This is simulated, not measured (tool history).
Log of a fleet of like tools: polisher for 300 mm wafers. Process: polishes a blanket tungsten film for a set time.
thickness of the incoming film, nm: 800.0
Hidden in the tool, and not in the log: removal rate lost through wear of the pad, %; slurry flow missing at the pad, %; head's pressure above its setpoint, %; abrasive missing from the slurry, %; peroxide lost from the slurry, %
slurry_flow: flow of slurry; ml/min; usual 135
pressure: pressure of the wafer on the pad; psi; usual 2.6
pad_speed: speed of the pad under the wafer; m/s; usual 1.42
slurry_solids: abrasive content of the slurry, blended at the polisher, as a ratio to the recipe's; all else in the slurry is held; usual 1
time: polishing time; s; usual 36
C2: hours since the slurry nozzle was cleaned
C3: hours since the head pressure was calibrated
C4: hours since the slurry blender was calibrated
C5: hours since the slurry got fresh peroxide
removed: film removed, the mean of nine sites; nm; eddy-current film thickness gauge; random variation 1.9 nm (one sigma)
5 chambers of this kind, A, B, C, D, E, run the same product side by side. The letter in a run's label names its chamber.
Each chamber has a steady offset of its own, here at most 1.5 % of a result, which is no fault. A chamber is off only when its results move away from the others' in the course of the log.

-- day=0.158 chamber D: worn pad replaced by a new one
run 1A day=0.479 | slurry_flow=135 pressure=2.6 pad_speed=1.42 slurry_solids=1 time=36 | wafers_polished_on_this_pad=937 C2=448.9 C3=63.9 C4=130.5 C5=59.4 | removed=165.48
-- day=0.696 chamber B: slurry tank refilled with fresh slurry and peroxide
run 2D day=1.05 | slurry_flow=135 pressure=2.6 pad_speed=1.42 slurry_solids=1 time=36 | wafers_polished_on_this_pad=226 C2=174.8 C3=479.2 C4=110.5 C5=170.7 | removed=164.63
-- day=1.117 chamber A: worn pad replaced by a new one
-- day=1.117 chamber D: slurry tank refilled with fresh slurry and peroxide
-- day=1.133 chamber E: slurry tank refilled with fresh slurry and peroxide
-- day=1.35 chamber B: worn pad replaced by a new one
-- day=1.4 chamber E: worn pad replaced by a new one
run 3B day=1.55 | slurry_flow=135 pressure=2.6 pad_speed=1.42 slurry_solids=1 time=36 | wafers_polished_on_this_pad=51 C2=59.8 C3=129.5 C4=108.2 C5=20.5 | removed=163.2
-- day=1.796 chamber A: slurry tank refilled with fresh slurry and peroxide
run 4E day=1.967 | slurry_flow=135 pressure=2.6 pad_speed=1.42 slurry_solids=1 time=36 | wafers_polished_on_this_pad=144 C2=280.2 C3=234.2 C4=410 C5=20.1 | removed=163.58
run 5C day=2.508 | slurry_flow=135 pressure=2.6 pad_speed=1.42 slurry_solids=1 time=36 | wafers_polished_on_this_pad=751 C2=217.9 C3=62.9 C4=108 C5=113.4 | removed=162.96
run 6A day=2.854 | slurry_flow=135 pressure=2.6 pad_speed=1.42 slurry_solids=1 time=36 | wafers_polished_on_this_pad=439 C2=505.9 C3=120.9 C4=187.5 C5=25.4 | removed=165.83
run 7E day=3.362 | slurry_flow=135 pressure=2.6 pad_speed=1.42 slurry_solids=1 time=36 | wafers_polished_on_this_pad=497 C2=313.7 C3=267.7 C4=443.5 C5=53.6 | removed=161.17
-- day=3.7 chamber C: worn pad replaced by a new one
-- day=3.838 chamber D: worn pad replaced by a new one
run 8D day=3.938 | slurry_flow=135 pressure=1.9 pad_speed=1.02 slurry_solids=1 time=36 | wafers_polished_on_this_pad=26 C2=244.1 C3=548.5 C4=179.8 C5=67.8 | removed=88.231
run 9C day=4.346 | slurry_flow=135 pressure=1.9 pad_speed=1.02 slurry_solids=1 time=36 | wafers_polished_on_this_pad=164 C2=262 C3=107 C4=152.1 C5=157.5 | removed=86.581
-- day=4.746 chamber C: slurry tank refilled with fresh slurry and peroxide
run 10B day=4.792 | slurry_flow=135 pressure=1.9 pad_speed=1.02 slurry_solids=1 time=36 | wafers_polished_on_this_pad=871 C2=137.6 C3=207.3 C4=186 C5=98.3 | removed=87.75
-- day=4.879 chamber E: slurry blender recalibrated
run 11D day=5.242 | slurry_flow=135 pressure=1.9 pad_speed=1.02 slurry_solids=1 time=36 | wafers_polished_on_this_pad=356 C2=275.4 C3=579.8 C4=211.1 C5=99.1 | removed=87.83
-- day=5.254 chamber B: slurry tank refilled with fresh slurry and peroxide
-- day=5.3 chamber E: worn pad replaced by a new one
-- day=5.454 chamber A: slurry tank refilled with fresh slurry and peroxide
-- day=5.538 chamber E: slurry tank refilled with fresh slurry and peroxide
-- day=5.604 chamber B: worn pad replaced by a new one
run 12E day=5.725 | slurry_flow=135 pressure=1.9 pad_speed=1.02 slurry_solids=1 time=36 | wafers_polished_on_this_pad=108 C2=370.4 C3=324.4 C4=20.3 C5=4.5 | removed=83.414
run 13B day=6.246 | slurry_flow=180 pressure=2.6 pad_speed=1.42 slurry_solids=1 time=36 | wafers_polished_on_this_pad=162 C2=172.5 C3=242.2 C4=220.9 C5=23.9 | removed=172.89
-- day=6.558 chamber A: worn pad replaced by a new one
run 14C day=6.708 | slurry_flow=180 pressure=2.6 pad_speed=1.42 slurry_solids=1 time=36 | wafers_polished_on_this_pad=762 C2=318.7 C3=163.7 C4=208.8 C5=47.2 | removed=172.17
-- day=7 chamber C: slurry nozzle cleaned
run 15A day=7.171 | slurry_flow=180 pressure=2.6 pad_speed=1.42 slurry_solids=1 time=36 | wafers_polished_on_this_pad=155 C2=609.5 C3=224.5 C4=291.1 C5=41.3 | removed=175.37
-- day=7.175 chamber A: slurry nozzle cleaned
-- day=7.338 chamber E: slurry nozzle cleaned
-- day=7.496 chamber C: worn pad replaced by a new one
run 16B day=7.5 | slurry_flow=180 pressure=2.6 pad_speed=1.42 slurry_solids=1 time=36 | wafers_polished_on_this_pad=479 C2=202.6 C3=272.3 C4=251 C5=54 | removed=174.23
run 17A day=8.071 | slurry_flow=180 pressure=2.6 pad_speed=1.42 slurry_solids=1 time=36 | wafers_polished_on_this_pad=383 C2=21.6 C3=246.1 C4=312.7 C5=62.9 | removed=175.3
-- day=8.162 chamber A: slurry blender recalibrated
-- day=8.171 chamber D: worn pad replaced by a new one
-- day=8.304 chamber D: slurry tank refilled with fresh slurry and peroxide
run 18C day=8.696 | slurry_flow=135 pressure=2.6 pad_speed=1.42 slurry_solids=1 time=36 | wafers_polished_on_this_pad=303 C2=40.7 C3=211.4 C4=256.5 C5=94.9 | removed=161.44
-- day=8.712 chamber B: slurry tank refilled with fresh slurry and peroxide
-- day=8.896 chamber E: worn pad replaced by a new one
run 19D day=9.162 | slurry_flow=135 pressure=2.6 pad_speed=1.42 slurry_solids=1 time=36 | wafers_polished_on_this_pad=251 C2=369.5 C3=673.9 C4=305.2 C5=20.6 | removed=165.19
-- day=9.333 chamber B: worn pad replaced by a new one
run 20E day=9.55 | slurry_flow=135 pressure=2.6 pad_speed=1.42 slurry_solids=1 time=36 | wafers_polished_on_this_pad=166 C2=53.2 C3=416.2 C4=112.1 C5=96.3 | removed=164.71
-- day=9.608 chamber E: slurry tank refilled with fresh slurry and peroxide
-- day=9.7 chamber A: slurry tank refilled with fresh slurry and peroxide
run 21D day=9.908 | slurry_flow=135 pressure=2.6 pad_speed=1.42 slurry_solids=1 time=36 | wafers_polished_on_this_pad=439 C2=387.4 C3=691.8 C4=323.1 C5=38.5 | removed=165.97
-- day=10.475 chamber B: slurry nozzle cleaned
run 22B day=10.533 | slurry_flow=135 pressure=2.6 pad_speed=1.42 slurry_solids=1 time=36 | wafers_polished_on_this_pad=304 C2=1.4 C3=345.1 C4=323.8 C5=43.8 | removed=168.12
-- day=10.604 chamber B: slurry blender recalibrated
run 23E day=11.025 | slurry_flow=135 pressure=3 pad_speed=1.42 slurry_solids=1 time=36 | wafers_polished_on_this_pad=539 C2=88.6 C3=451.6 C4=147.5 C5=34.1 | removed=187.88
-- day=11.042 chamber A: worn pad replaced by a new one
-- day=11.3 chamber C: slurry blender recalibrated
run 24A day=11.542 | slurry_flow=135 pressure=3 pad_speed=1.42 slurry_solids=1 time=36 | wafers_polished_on_this_pad=127 C2=104.9 C3=329.4 C4=81.1 C5=44.2 | removed=188.62
-- day=11.692 chamber C: slurry tank refilled with fresh slurry and peroxide
-- day=11.896 chamber D: worn pad replaced by a new one
-- day=11.946 chamber C: worn pad replaced by a new one
run 25C day=11.962 | slurry_flow=135 pressure=3 pad_speed=1.42 slurry_solids=1 time=36 | wafers_polished_on_this_pad=4 C2=119.1 C3=289.8 C4=15.9 C5=6.6 | removed=185.45
-- day=12.071 chamber D: slurry blender recalibrated
run 26D day=12.292 | slurry_flow=135 pressure=3 pad_speed=1.42 slurry_solids=1 time=36 | wafers_polished_on_this_pad=100 C2=444.6 C3=749 C4=5.4 C5=95.7 | removed=192.32
-- day=12.454 chamber B: slurry tank refilled with fresh slurry and peroxide
-- day=12.546 chamber E: worn pad replaced by a new one
run 27C day=12.596 | slurry_flow=135 pressure=3 pad_speed=1.42 slurry_solids=1 time=36 | wafers_polished_on_this_pad=165 C2=134.3 C3=305 C4=31.1 C5=21.8 | removed=191.5
-- day=12.617 chamber D: head pressure recalibrated
run 28E day=12.921 | slurry_flow=135 pressure=2.6 pad_speed=1.42 slurry_solids=1 time=36 | wafers_polished_on_this_pad=95 C2=134.1 C3=497.1 C4=193 C5=79.6 | removed=159.98
-- day=13.204 chamber B: worn pad replaced by a new one
run 29A day=13.458 | slurry_flow=135 pressure=2.6 pad_speed=1.42 slurry_solids=1 time=36 | wafers_polished_on_this_pad=612 C2=150.9 C3=375.4 C4=127.1 C5=90.2 | removed=165.01
-- day=13.492 chamber A: slurry tank refilled with fresh slurry and peroxide
-- day=13.596 chamber E: slurry tank refilled with fresh slurry and peroxide
-- day=13.842 chamber E: head pressure recalibrated
run 30B day=13.892 | slurry_flow=135 pressure=2.6 pad_speed=1.42 slurry_solids=1 time=36 | wafers_polished_on_this_pad=174 C2=82 C3=425.7 C4=79 C5=34.6 | removed=171.82
run 31B day=14.408 | slurry_flow=135 pressure=2.6 pad_speed=1.42 slurry_solids=1 time=36 | wafers_polished_on_this_pad=305 C2=94.4 C3=438.1 C4=91.4 C5=47 | removed=171.31
run 32E day=14.867 | slurry_flow=135 pressure=2.6 pad_speed=1.42 slurry_solids=1 time=36 | wafers_polished_on_this_pad=588 C2=180.8 C3=24.7 C4=239.7 C5=30.5 | removed=163.41
run 33A day=15.204 | slurry_flow=135 pressure=2.6 pad_speed=1.42 slurry_solids=1 time=36 | wafers_polished_on_this_pad=1054 C2=192.8 C3=417.3 C4=169 C5=41.1 | removed=165.22
-- day=15.821 chamber D: slurry tank refilled with fresh slurry and peroxide
run 34D day=15.833 | slurry_flow=135 pressure=2.6 pad_speed=1.42 slurry_solids=1 time=36 | wafers_polished_on_this_pad=997 C2=529.6 C3=77.3 C4=90.4 C5=0.4 | removed=164.16
-- day=15.996 chamber D: worn pad replaced by a new one
-- day=16.175 chamber E: worn pad replaced by a new one
run 35C day=16.283 | slurry_flow=135 pressure=2.6 pad_speed=1.42 slurry_solids=1 time=36 | wafers_polished_on_this_pad=1098 C2=222.8 C3=393.5 C4=119.6 C5=110.3 | removed=159.81
-- day=16.462 chamber A: worn pad replaced by a new one
-- day=16.529 chamber C: worn pad replaced by a new one
run 36A day=16.592 | slurry_flow=135 pressure=2.6 pad_speed=1.42 slurry_solids=1 time=36 | wafers_polished_on_this_pad=33 C2=226.1 C3=450.6 C4=202.3 C5=74.4 | removed=167.17
run 37C day=16.954 | slurry_flow=135 pressure=2.6 pad_speed=1.42 slurry_solids=1 time=36 | wafers_polished_on_this_pad=107 C2=238.9 C3=409.6 C4=135.7 C5=126.4 | removed=161.51
-- day=16.992 chamber B: slurry tank refilled with fresh slurry and peroxide
-- day=17.008 chamber B: worn pad replaced by a new one
-- day=17.117 chamber E: slurry tank refilled with fresh slurry and peroxide
run 38B day=17.525 | slurry_flow=135 pressure=2.6 pad_speed=1.42 slurry_solids=1 time=36 | wafers_polished_on_this_pad=131 C2=169.2 C3=512.9 C4=166.2 C5=12.8 | removed=176.95
run 39E day=18.067 | slurry_flow=135 pressure=2.6 pad_speed=1.42 slurry_solids=1 time=36 | wafers_polished_on_this_pad=479 C2=257.6 C3=101.5 C4=316.5 C5=22.8 | removed=162.23
run 40D day=18.508 | slurry_flow=135 pressure=2.6 pad_speed=1.42 slurry_solids=1 time=36 | wafers_polished_on_this_pad=636 C2=593.8 C3=141.5 C4=154.6 C5=64.6 | removed=166.87
run 41C day=19.062 | slurry_flow=135 pressure=2.6 pad_speed=1.42 slurry_solids=1 time=36 | wafers_polished_on_this_pad=641 C2=289.5 C3=460.2 C4=186.3 C5=177 | removed=162.94
run 42D day=19.396 | slurry_flow=135 pressure=1.9 pad_speed=1.42 slurry_solids=1 time=36 | wafers_polished_on_this_pad=861 C2=615.1 C3=162.8 C4=175.9 C5=85.9 | removed=122.46
run 43B day=19.996 | slurry_flow=135 pressure=1.9 pad_speed=1.42 slurry_solids=1 time=36 | wafers_polished_on_this_pad=757 C2=228.5 C3=572.2 C4=225.5 C5=72.1 | removed=129.98

Next, every chamber runs the same settings. What will each give?
run 44A day=20.454 | slurry_flow=135 pressure=2.6 pad_speed=1.42 slurry_solids=1 time=42 | removed=?
run 44B day=20.454 | slurry_flow=135 pressure=2.6 pad_speed=1.42 slurry_solids=1 time=42 | removed=?
run 44C day=20.454 | slurry_flow=135 pressure=2.6 pad_speed=1.42 slurry_solids=1 time=42 | removed=?
run 44D day=20.454 | slurry_flow=135 pressure=2.6 pad_speed=1.42 slurry_solids=1 time=42 | removed=?
run 44E day=20.454 | slurry_flow=135 pressure=2.6 pad_speed=1.42 slurry_solids=1 time=42 | removed=?

run=44A removed=191.04
run=44B removed=211.79
run=44C removed=187.06
run=44D removed=191.71
run=44E removed=192.29
